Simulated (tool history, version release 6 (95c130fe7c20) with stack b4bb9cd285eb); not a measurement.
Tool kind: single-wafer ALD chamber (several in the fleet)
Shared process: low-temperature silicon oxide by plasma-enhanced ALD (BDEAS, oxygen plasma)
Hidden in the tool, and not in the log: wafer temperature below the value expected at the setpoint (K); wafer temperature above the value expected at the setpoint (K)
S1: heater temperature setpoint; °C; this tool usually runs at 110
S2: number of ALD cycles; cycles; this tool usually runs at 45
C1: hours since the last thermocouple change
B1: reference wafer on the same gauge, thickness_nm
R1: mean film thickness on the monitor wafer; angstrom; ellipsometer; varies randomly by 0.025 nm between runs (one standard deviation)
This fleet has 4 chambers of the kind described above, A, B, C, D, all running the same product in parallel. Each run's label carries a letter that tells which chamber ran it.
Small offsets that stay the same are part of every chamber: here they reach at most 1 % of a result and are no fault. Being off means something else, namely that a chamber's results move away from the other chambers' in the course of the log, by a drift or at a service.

run   hour   S1  S2      C1      B1      R1
 1A    5.1  110  45     778  5.6526  63.079
 2B   10.1  110  45  1379.3  5.6526  62.529
 3C   15.8  110  45   745.4  5.6549  63.034
 4D   19.3  110  45  1718.7  5.6464  64.053
 5C     24  110  45   753.6  5.6496  62.574
 6D   27.3  110  45  1726.7  5.6563  63.674
 7B   30.8  110  45    1400  5.6522   62.83
 8A     36  110  45   808.9  5.6499  63.227
 9C   40.7  110  45   770.3  5.6512  62.873
10B   44.5  122  45  1413.7  5.6503  61.236
11D   48.2  122  45  1747.6  5.6457  62.499
12A   51.1  122  45     824  5.6463   61.66
13D   53.9  122  45  1753.3   5.651  62.592
14B   59.6  110  45  1428.8  5.6508   63.32
15A   65.5  110  45   838.4  5.6487  62.984
16C   68.8  110  45   798.4   5.656  62.715
17A   72.1  110  45     845   5.655  62.926
18D     75  110  45  1774.4  5.6534  63.305
19C   79.7  110  52   809.3  5.6466  72.377
20B   82.9  110  52  1452.1  5.6441  72.987
21A   85.4  110  52   858.3  5.6566  73.311
22C   90.7  110  52   820.3  5.6512  72.783
23B   95.5  110  45  1464.7  5.6479  63.316
24D   99.7  110  45  1799.1   5.649  63.635
25B  104.2  110  45  1473.4  5.6466   63.22
26C  107.4  110  45     837  5.6524  63.182
27A  110.9  110  45   883.8  5.6523  62.665
28D  114.3  110  45  1813.7  5.6547  63.733
29B  119.9  110  45  1489.1  5.6543  63.254
30A  124.8  110  45   897.7  5.6476  63.348
31C  129.3  110  51   858.9  5.6557  71.183
32D  135.1  110  51  1834.5  5.6571  72.228
33D  140.5  110  51  1839.9  5.6488  71.867
34B    144  110  51  1513.2  5.6474  71.552
35C  147.4  110  45     877  5.6512  63.028
36A  151.2  110  45   924.1  5.6459   63.02
37D  156.3  110  45  1855.7  5.6505  63.636

Does one chamber stand apart from the rest, does the shared gauge drift, or is all well apart from small per-chamber offsets? Give the chamber and the most likely cause, where there is one.

No chamber is off and the gauge is stable; the differences are just each chamber's small, constant offset.
